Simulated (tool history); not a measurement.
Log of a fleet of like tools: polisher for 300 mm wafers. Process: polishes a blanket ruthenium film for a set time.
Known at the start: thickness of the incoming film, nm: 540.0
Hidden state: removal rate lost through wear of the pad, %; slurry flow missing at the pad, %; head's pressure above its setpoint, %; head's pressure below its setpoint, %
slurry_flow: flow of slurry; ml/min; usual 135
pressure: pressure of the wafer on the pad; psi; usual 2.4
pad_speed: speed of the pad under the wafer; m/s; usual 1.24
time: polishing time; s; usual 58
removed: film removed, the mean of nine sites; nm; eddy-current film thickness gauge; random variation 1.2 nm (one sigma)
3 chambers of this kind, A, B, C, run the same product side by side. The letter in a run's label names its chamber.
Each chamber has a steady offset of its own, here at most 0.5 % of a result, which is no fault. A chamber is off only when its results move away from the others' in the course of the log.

| run | hour | slurry_flow | pressure | pad_speed | time | wafers polished on this pad | hours since the slurry nozzle was cleaned | hours since the head pressure was calibrated | removed |
|---|---|---|---|---|---|---|---|---|---|
| 1A | 6.8 | 135 | 2.4 | 1.24 | 58 | 264 | 162.2 | 809.8 | 88.463 |
| 2B | 21.6 | 135 | 2.4 | 1.24 | 58 | 613 | 585.8 | 872.0 | 90.249 |
|  | 29.1 | chamber C: head pressure recalibrated |
| 3C | 29.7 | 135 | 2.4 | 1.24 | 58 | 1660 | 96.6 | 0.6 | 89.294 |
|  | 31.3 | chamber C: worn pad replaced by a new one |
| 4A | 37.0 | 135 | 2.4 | 1.24 | 58 | 487 | 192.4 | 840.0 | 90.114 |
|  | 45.3 | chamber A: worn pad replaced by a new one |
|  | 45.8 | chamber B: worn pad replaced by a new one |
| 5B | 45.9 | 135 | 2.4 | 1.24 | 58 | 0 | 610.1 | 896.3 | 89.331 |
| 6C | 55.3 | 135 | 2.4 | 1.24 | 58 | 177 | 122.2 | 26.2 | 89.646 |
| 7C | 65.0 | 135 | 2.4 | 1.24 | 58 | 248 | 131.9 | 35.9 | 90.829 |
| 8A | 76.5 | 135 | 2.4 | 1.24 | 58 | 229 | 231.9 | 879.5 | 91.855 |
| 9B | 87.7 | 135 | 2.4 | 1.24 | 58 | 308 | 651.9 | 938.1 | 90.554 |
| 10A | 98.1 | 135 | 2.4 | 1.24 | 58 | 388 | 253.5 | 901.1 | 87.040 |
| 11C | 109.0 | 135 | 2.4 | 1.24 | 58 | 572 | 175.9 | 79.9 | 90.553 |
|  | 110.0 | chamber A: slurry nozzle cleaned |
| 12B | 119.2 | 135 | 2.4 | 1.24 | 58 | 540 | 683.4 | 969.6 | 90.814 |
|  | 121.7 | chamber A: worn pad replaced by a new one |
| 13C | 127.0 | 135 | 2.4 | 1.24 | 58 | 704 | 193.9 | 97.9 | 88.272 |
| 14B | 136.6 | 100 | 2.4 | 1.38 | 58 | 668 | 700.8 | 987.0 | 92.412 |
|  | 144.2 | chamber A: head pressure recalibrated |
| 15A | 150.7 | 100 | 2.4 | 1.38 | 58 | 213 | 40.7 | 6.5 | 94.535 |
|  | 164.0 | chamber C: slurry nozzle cleaned |
| 16A | 164.6 | 100 | 2.4 | 1.38 | 58 | 315 | 54.6 | 20.4 | 92.963 |
|  | 175.6 | chamber B: worn pad replaced by a new one |
| 17C | 176.6 | 135 | 2.4 | 1.24 | 58 | 1069 | 12.6 | 147.5 | 88.179 |
|  | 178.4 | chamber B: head pressure recalibrated |
| 18B | 184.0 | 135 | 2.4 | 1.24 | 58 | 62 | 748.2 | 5.6 | 78.761 |
| 19B | 197.5 | 135 | 2.4 | 1.24 | 58 | 161 | 761.7 | 19.1 | 79.545 |
| 20A | 204.6 | 135 | 2.4 | 1.24 | 44 | 610 | 94.6 | 60.4 | 67.518 |
|  | 206.4 | chamber A: worn pad replaced by a new one |
| 21C | 213.3 | 135 | 2.4 | 1.24 | 44 | 1339 | 49.3 | 184.2 | 66.751 |
|  | 216.7 | chamber C: worn pad replaced by a new one |
| 22C | 227.6 | 135 | 2.4 | 1.24 | 44 | 80 | 63.6 | 198.5 | 68.937 |
|  | 230.7 | chamber B: slurry nozzle cleaned |
| 23A | 242.7 | 135 | 2.4 | 1.24 | 71 | 267 | 132.7 | 98.5 | 109.720 |
| 24B | 249.8 | 135 | 2.4 | 1.24 | 71 | 546 | 19.2 | 71.4 | 96.501 |
| 25B | 261.7 | 135 | 2.4 | 1.24 | 71 | 633 | 31.1 | 83.3 | 99.123 |
| 26A | 268.9 | 135 | 2.4 | 1.24 | 58 | 460 | 158.9 | 124.7 | 91.460 |
| 27C | 279.7 | 135 | 2.4 | 1.24 | 58 | 464 | 115.7 | 250.6 | 87.428 |
| 28A | 288.6 | 135 | 2.4 | 1.24 | 58 | 605 | 178.6 | 144.4 | 88.466 |
|  | 291.1 | chamber B: worn pad replaced by a new one |
|  | 291.4 | chamber A: worn pad replaced by a new one |
| 29B | 301.9 | 135 | 2.4 | 1.24 | 58 | 79 | 71.3 | 123.5 | 79.956 |
| 30C | 310.7 | 135 | 2.4 | 0.84 | 58 | 692 | 146.7 | 281.6 | 60.486 |
| 31B | 323.1 | 135 | 2.4 | 0.84 | 58 | 235 | 92.5 | 144.7 | 54.883 |
| 32A | 337.5 | 135 | 2.4 | 0.84 | 58 | 339 | 227.5 | 193.3 | 60.279 |

Next, every chamber runs the same settings. What will each give?
| 33A | 348.6 | 90 | 2.4 | 1.24 | 58 |  |  |  | ? |
| 33B | 348.6 | 90 | 2.4 | 1.24 | 58 |  |  |  | ? |
| 33C | 348.6 | 90 | 2.4 | 1.24 | 58 |  |  |  | ? |

| run | removed |
|---|---|
| 33A | 81.466 |
| 33B | 72.409 |
| 33C | 81.885 |
